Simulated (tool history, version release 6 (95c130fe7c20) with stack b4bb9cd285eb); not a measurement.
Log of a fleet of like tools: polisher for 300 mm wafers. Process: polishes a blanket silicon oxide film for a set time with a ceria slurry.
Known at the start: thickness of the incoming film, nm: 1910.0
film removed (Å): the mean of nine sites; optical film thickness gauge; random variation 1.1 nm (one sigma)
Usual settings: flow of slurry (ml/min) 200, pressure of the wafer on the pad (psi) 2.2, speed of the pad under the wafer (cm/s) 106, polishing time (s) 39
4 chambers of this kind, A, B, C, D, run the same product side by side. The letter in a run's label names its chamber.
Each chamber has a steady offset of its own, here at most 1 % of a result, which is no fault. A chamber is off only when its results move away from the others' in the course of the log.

run	hour	flow of slurry (ml/min)	pressure of the wafer on the pad (psi)	speed of the pad under the wafer (cm/s)	polishing time (s)	wafers polished on this pad	hours since the slurry nozzle was cleaned	hours since the head pressure was calibrated	film removed (Å)
1B	4.7	200	2.2	106	39	671	21.2	217.7	1188.80
2C	9.4	200	2.2	106	39	841	241.1	752.1	1218.00
3A	13.0	200	2.2	106	39	413	526.0	85.1	1179.60
# hour 13.8: chamber B: worn pad replaced by a new one
4D	17.9	200	2.2	106	39	883	285.2	1245.8	1152.40
5B	21.8	200	2.2	106	39	76	38.3	234.8	1201.10
6A	24.2	200	2.2	106	39	519	537.2	96.3	1190.90
7D	28.1	200	2.2	106	39	980	295.4	1256.0	1160.00
8C	30.7	200	2.2	106	39	1043	262.4	773.4	1191.10
9A	34.9	200	2.2	106	39	621	547.9	107.0	1185.60
10B	39.5	200	2.2	106	39	244	56.0	252.5	1185.60
11D	43.1	200	2.2	106	39	1122	310.4	1271.0	1184.30
12C	48.1	200	2.2	106	39	1209	279.8	790.8	1207.70
13A	50.4	200	2.2	106	39	768	563.4	122.5	1138.80
14B	53.3	200	2.2	106	39	375	69.8	266.3	1175.90
15D	55.6	200	2.2	106	39	1241	322.9	1283.5	1192.60
16C	58.5	200	2.2	106	39	1308	290.2	801.2	1193.50
17D	61.3	200	2.2	106	39	1295	328.6	1289.2	1189.00
18A	65.7	200	2.2	106	39	914	578.7	137.8	1089.40
19C	68.6	200	2.2	106	39	1404	300.3	811.3	1184.70
20B	71.6	200	2.2	106	39	549	88.1	284.6	1184.30
21A	74.7	200	2.2	92	26	999	587.7	146.8	629.83
22C	77.5	200	2.2	92	26	1488	309.2	820.2	697.45
# hour 80.0: chamber B: worn pad replaced by a new one
23B	81.8	200	2.2	92	26	17	98.3	294.8	694.05
# hour 82.5: chamber D: head pressure recalibrated
# hour 84.0: chamber D: worn pad replaced by a new one
24D	84.8	200	2.2	92	26	7	352.1	2.3	676.63
# hour 85.2: chamber A: slurry nozzle cleaned
25A	89.2	225	1.8	106	39	1137	4.0	161.3	881.47
26D	92.8	225	1.8	106	39	83	360.1	10.3	994.70

Next, every chamber runs the same settings. What will each give?
27A	96.5	260	2.2	106	39				?
27B	96.5	260	2.2	106	39				?
27C	96.5	260	2.2	106	39				?
27D	96.5	260	2.2	106	39				?

run	film removed (Å)
27A	1069.70
27B	1213.50
27C	1222.70
27D	1215.00
